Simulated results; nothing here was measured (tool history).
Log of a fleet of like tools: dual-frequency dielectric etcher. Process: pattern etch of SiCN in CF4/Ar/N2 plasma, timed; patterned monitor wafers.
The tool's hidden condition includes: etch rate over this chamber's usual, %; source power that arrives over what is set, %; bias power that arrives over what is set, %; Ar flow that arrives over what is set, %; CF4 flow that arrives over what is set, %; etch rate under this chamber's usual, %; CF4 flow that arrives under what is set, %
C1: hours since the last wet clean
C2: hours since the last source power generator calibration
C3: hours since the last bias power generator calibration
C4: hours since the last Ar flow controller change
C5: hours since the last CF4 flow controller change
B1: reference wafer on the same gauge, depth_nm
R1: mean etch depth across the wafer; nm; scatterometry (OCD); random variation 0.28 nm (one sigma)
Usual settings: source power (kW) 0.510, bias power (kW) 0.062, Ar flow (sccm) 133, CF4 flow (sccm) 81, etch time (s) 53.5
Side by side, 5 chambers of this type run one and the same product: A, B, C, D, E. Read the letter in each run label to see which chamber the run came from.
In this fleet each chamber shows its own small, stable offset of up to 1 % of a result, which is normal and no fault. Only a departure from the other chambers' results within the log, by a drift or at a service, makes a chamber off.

Run 1B, day 0.304: usual settings; C1 329.0; C2 1414.7; C3 334.5; C4 3536.9; C5 1608.6; B1 54.422. Result: R1 47.649 nm.
Run 2E, day 0.671: usual settings; C1 312.5; C2 3046.7; C3 4185.2; C4 5319.6; C5 904.5; B1 54.546. Result: R1 47.347 nm.
Run 3C, day 0.912: usual settings; C1 194.9; C2 3264.4; C3 1800.4; C4 2453.0; C5 2841.0; B1 54.571. Result: R1 47.322 nm.
Run 4D, day 1.112: usual settings; C1 270.5; C2 503.8; C3 2808.4; C4 881.4; C5 2036.6; B1 54.508. Result: R1 48.351 nm.
Run 5A, day 1.338: usual settings; C1 325.7; C2 3245.9; C3 769.8; C4 434.3; C5 3844.0; B1 54.479. Result: R1 47.960 nm.
Run 6A, day 1.525: usual settings; C1 330.2; C2 3250.4; C3 774.3; C4 438.8; C5 3848.5; B1 54.566. Result: R1 48.279 nm.
Run 7D, day 1.867: usual settings; C1 288.6; C2 521.9; C3 2826.5; C4 899.5; C5 2054.7; B1 54.580. Result: R1 48.228 nm.
Run 8E, day 2.238: usual settings; C1 350.1; C2 3084.3; C3 4222.8; C4 5357.2; C5 942.1; B1 54.498. Result: R1 48.364 nm.
At day 2.275: chamber A: wet clean of the chamber.
Run 9C, day 2.529: usual settings; C1 233.7; C2 3303.2; C3 1839.2; C4 2491.8; C5 2879.8; B1 54.531. Result: R1 48.063 nm.
Run 10B, day 2.875: usual settings; C1 390.7; C2 1476.4; C3 396.2; C4 3598.6; C5 1670.3; B1 54.475. Result: R1 48.193 nm.
Run 11B, day 3.250: usual settings; C1 399.7; C2 1485.4; C3 405.2; C4 3607.6; C5 1679.3; B1 54.414. Result: R1 47.742 nm.
Run 12A, day 3.592: usual settings; C1 31.6; C2 3300.0; C3 823.9; C4 488.4; C5 3898.1; B1 54.462. Result: R1 48.418 nm.
At day 3.633: chamber D: wet clean of the chamber.
At day 3.904: chamber D: CF4 flow controller replaced.
Run 13E, day 3.921: usual settings but Ar flow (sccm) 119; C1 390.5; C2 3124.7; C3 4263.2; C4 5397.6; C5 982.5; B1 54.523. Result: R1 49.172 nm.
Run 14D, day 4.117: usual settings but Ar flow (sccm) 119; C1 11.6; C2 575.9; C3 2880.5; C4 953.5; C5 5.1; B1 54.450. Result: R1 48.901 nm.
Run 15C, day 4.392: usual settings but Ar flow (sccm) 119; C1 278.4; C2 3347.9; C3 1883.9; C4 2536.5; C5 2924.5; B1 54.490. Result: R1 48.786 nm.
Run 16E, day 4.779: usual settings but Ar flow (sccm) 119; C1 411.1; C2 3145.3; C3 4283.8; C4 5418.2; C5 1003.1; B1 54.526. Result: R1 48.976 nm.
Run 17B, day 5.100: usual settings but Ar flow (sccm) 119; C1 444.1; C2 1529.8; C3 449.6; C4 3652.0; C5 1723.7; B1 54.558. Result: R1 48.677 nm.
Run 18C, day 5.442: usual settings; C1 303.6; C2 3373.1; C3 1909.1; C4 2561.7; C5 2949.7; B1 54.483. Result: R1 47.402 nm.
Run 19D, day 5.783: usual settings; C1 51.6; C2 615.9; C3 2920.5; C4 993.5; C5 45.1; B1 54.494. Result: R1 47.942 nm.
Run 20A, day 6.075: usual settings; C1 91.2; C2 3359.6; C3 883.5; C4 548.0; C5 3957.7; B1 54.448. Result: R1 48.521 nm.
Run 21C, day 6.450: usual settings but Ar flow (sccm) 152, etch time (s) 42.5; C1 327.8; C2 3397.3; C3 1933.3; C4 2585.9; C5 2973.9; B1 54.504. Result: R1 37.039 nm.
Run 22A, day 6.712: usual settings but Ar flow (sccm) 152, etch time (s) 42.5; C1 106.5; C2 3374.9; C3 898.8; C4 563.3; C5 3973.0; B1 54.539. Result: R1 36.965 nm.
Run 23B, day 7.050: usual settings but Ar flow (sccm) 152, etch time (s) 42.5; C1 490.9; C2 1576.6; C3 496.4; C4 3698.8; C5 1770.5; B1 54.495. Result: R1 37.190 nm.
Run 24D, day 7.246: usual settings but Ar flow (sccm) 152, etch time (s) 42.5; C1 86.7; C2 651.0; C3 2955.6; C4 1028.6; C5 80.2; B1 54.469. Result: R1 37.358 nm.
Run 25E, day 7.521: usual settings but Ar flow (sccm) 152, etch time (s) 42.5; C1 476.9; C2 3211.1; C3 4349.6; C4 5484.0; C5 1068.9; B1 54.551. Result: R1 37.991 nm.
Run 26E, day 7.858: usual settings; C1 485.0; C2 3219.2; C3 4357.7; C4 5492.1; C5 1077.0; B1 54.534. Result: R1 48.523 nm.
Run 27A, day 8.083: usual settings; C1 139.4; C2 3407.8; C3 931.7; C4 596.2; C5 4005.9; B1 54.444. Result: R1 48.433 nm.
Run 28C, day 8.279: usual settings; C1 371.7; C2 3441.2; C3 1977.2; C4 2629.8; C5 3017.8; B1 54.500. Result: R1 47.555 nm.
At day 8.317: chamber E: Ar flow controller replaced.
Run 29D, day 8.471: usual settings; C1 116.1; C2 680.4; C3 2985.0; C4 1058.0; C5 109.6; B1 54.460. Result: R1 48.271 nm.
Run 30B, day 8.746: usual settings but CF4 flow (sccm) 67; C1 531.6; C2 1617.3; C3 537.1; C4 3739.5; C5 1811.2; B1 54.542. Result: R1 47.034 nm.
Run 31D, day 8.933: usual settings but CF4 flow (sccm) 67; C1 127.2; C2 691.5; C3 2996.1; C4 1069.1; C5 120.7; B1 54.488. Result: R1 46.536 nm.
Run 32C, day 9.167: usual settings but CF4 flow (sccm) 67; C1 393.0; C2 3462.5; C3 1998.5; C4 2651.1; C5 3039.1; B1 54.486. Result: R1 45.823 nm.
Run 33A, day 9.562: usual settings but CF4 flow (sccm) 67; C1 174.9; C2 3443.3; C3 967.2; C4 631.7; C5 4041.4; B1 54.459. Result: R1 46.464 nm.
Run 34B, day 9.929: usual settings but CF4 flow (sccm) 67; C1 560.0; C2 1645.7; C3 565.5; C4 3767.9; C5 1839.6; B1 54.474. Result: R1 46.187 nm.
Run 35E, day 10.242: usual settings; C1 542.2; C2 3276.4; C3 4414.9; C4 46.3; C5 1134.2; B1 54.446. Result: R1 49.721 nm.
At day 10.362: chamber B: wet clean of the chamber.
Run 36E, day 10.521: usual settings; C1 548.9; C2 3283.1; C3 4421.6; C4 53.0; C5 1140.9; B1 54.505. Result: R1 49.359 nm.
Run 37B, day 10.867: usual settings; C1 12.2; C2 1668.2; C3 588.0; C4 3790.4; C5 1862.1; B1 54.424. Result: R1 47.961 nm.

All chambers now run identical settings, listed one chamber a line with results as question marks. What results will each chamber show?
Run 38A, day 11.154: usual settings. Result: R1 ?.
Run 38B, day 11.154: usual settings. Result: R1 ?.
Run 38C, day 11.154: usual settings. Result: R1 ?.
Run 38D, day 11.154: usual settings. Result: R1 ?.
Run 38E, day 11.154: usual settings. Result: R1 ?.

run      R1
38A  48.136
38B  47.765
38C  47.477
38D  48.368
38E  49.129
